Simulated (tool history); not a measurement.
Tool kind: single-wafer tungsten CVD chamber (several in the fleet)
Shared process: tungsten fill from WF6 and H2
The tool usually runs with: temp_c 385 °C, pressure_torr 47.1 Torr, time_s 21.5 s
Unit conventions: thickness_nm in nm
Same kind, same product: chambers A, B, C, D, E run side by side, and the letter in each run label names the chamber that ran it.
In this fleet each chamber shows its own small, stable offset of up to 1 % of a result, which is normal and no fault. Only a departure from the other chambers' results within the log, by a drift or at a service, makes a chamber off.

run   hour  temp_c  pressure_torr  time_s  hours since the last thermocouple change  hours since the last manometer calibration  read-back reference wafer on the same gauge, thickness_nm  thickness_nm
 1C   13.9     385           47.1    21.5                                     411.5                                       843.9                                                     47.508        58.496
      24.5  -- chamber C: capacitance manometer re-zeroed and calibrated
 2A   25.3     385           47.1    21.5                                    2187.9                                      1532.1                                                     47.508        58.413
 3D   36.0     385           47.1    21.5                                     714.9                                      2318.3                                                     47.461        57.552
 4B   47.5     385           47.1    21.5                                     322.5                                       323.3                                                     47.521        57.831
 5E   56.0     385           47.1    21.5                                    2345.5                                      1381.0                                                     47.528        57.615
 6E   66.8     385           47.1    21.5                                    2356.3                                      1391.8                                                     47.440        57.882
 7D   77.5     385           47.1    21.5                                     756.4                                      2359.8                                                     47.509        57.482
 8A   84.4     385           47.1    21.5                                    2247.0                                      1591.2                                                     47.467        58.783
 9C   98.0     385           47.1    21.5                                     495.6                                        73.5                                                     47.452        58.633
10B  109.4     385           47.1    21.5                                     384.4                                       385.2                                                     47.513        58.218
11C  120.8     385           47.1    21.5                                     518.4                                        96.3                                                     47.494        58.295
12E  132.7     371           47.1    21.5                                    2422.2                                      1457.7                                                     47.485        43.376
13B  146.5     371           47.1    21.5                                     421.5                                       422.3                                                     47.546        43.754
14A  153.3     371           47.1    21.5                                    2315.9                                      1660.1                                                     47.500        43.642
     161.1  -- chamber D: capacitance manometer re-zeroed and calibrated
15D  163.1     371           47.1    21.5                                     842.0                                         2.1                                                     47.440        43.702
16D  170.8     371           47.1    21.5                                     849.7                                         9.8                                                     47.456        43.346
     174.0  -- chamber A: thermocouple changed; heater temperature recalibrated
17A  181.5     398           47.1    17.4                                       7.5                                      1688.3                                                     47.446        60.965
18E  191.5     398           47.1    17.4                                    2481.0                                      1516.5                                                     47.480        59.785
19B  201.7     398           47.1    17.4                                     476.7                                       477.5                                                     47.540        60.436
20C  209.7     398           47.1    17.4                                     607.3                                       185.2                                                     47.462        60.762
     216.4  -- chamber E: thermocouple changed; heater temperature recalibrated
21D  220.0     398           47.1    17.4                                     898.9                                        59.0                                                     47.509        59.794
     221.4  -- chamber E: capacitance manometer re-zeroed and calibrated
     223.4  -- chamber A: capacitance manometer re-zeroed and calibrated
22B  227.0     385           47.1    21.5                                     502.0                                       502.8                                                     47.448        58.903
23E  234.4     385           47.1    21.5                                      18.0                                        13.0                                                     47.479        57.177
24C  244.9     385           47.1    21.5                                     642.5                                       220.4                                                     47.514        57.883
25A  251.2     385           47.1    21.5                                      77.2                                        27.9                                                     47.497        58.901
26A  259.0     385           47.1    21.5                                      85.0                                        35.7                                                     47.441        58.078
27D  266.3     385           47.1    21.5                                     945.2                                       105.3                                                     47.450        57.968
28B  279.0     385           47.1    21.5                                     554.0                                       554.8                                                     47.513        59.363
29E  292.9     385           47.1    21.5                                      76.5                                        71.5                                                     47.579        57.782
30C  299.0     385           47.1    21.5                                     696.6                                       274.5                                                     47.550        58.154
31B  306.7     385           47.1    21.5                                     581.7                                       582.5                                                     47.444        60.531
32D  315.1     385           47.1    21.5                                     994.0                                       154.1                                                     47.507        57.446
33A  329.2     385           47.1    21.5                                     155.2                                       105.9                                                     47.454        58.530
34E  342.5     385           47.1    21.5                                     126.1                                       121.1                                                     47.470        57.788

Has any chamber moved away from the others, gradually or after a service, or does the common gauge drift, or do the chambers differ only by their own small steady offsets? State the chamber and the most likely cause if one applies.

It is chamber B that slowly wanders off from its peers.
Likeliest cause: wafer temperature above the value expected at the setpoint (K) = 2.26.

Which of the 4 candidates below, each the usual settings with something changed and its results left as question marks, puts chamber B back in line with what the other chambers give on the usual settings?
A result is in line if it is within this distance of the other chambers' mean on the usual settings: thickness_nm 1.100 nm
35B-1  352.6     385           47.2    21.6                                                                                                                                                              ?
35B-2  352.6     385           48.3    22.2                                                                                                                                                              ?
35B-3  352.6     385           47.0    21.4                                                                                                                                                              ?
35B-4  352.6     385           45.9    20.8                                                                                                                                                              ?

Mean of the other chambers on the usual settings: thickness_nm 57.925 nm
  run  thickness_nm
35B-1        61.025
35B-2        63.393
35B-3        60.340
35B-4        58.009
35B-4 is the one that brings the chamber's results back in line with the other chambers.

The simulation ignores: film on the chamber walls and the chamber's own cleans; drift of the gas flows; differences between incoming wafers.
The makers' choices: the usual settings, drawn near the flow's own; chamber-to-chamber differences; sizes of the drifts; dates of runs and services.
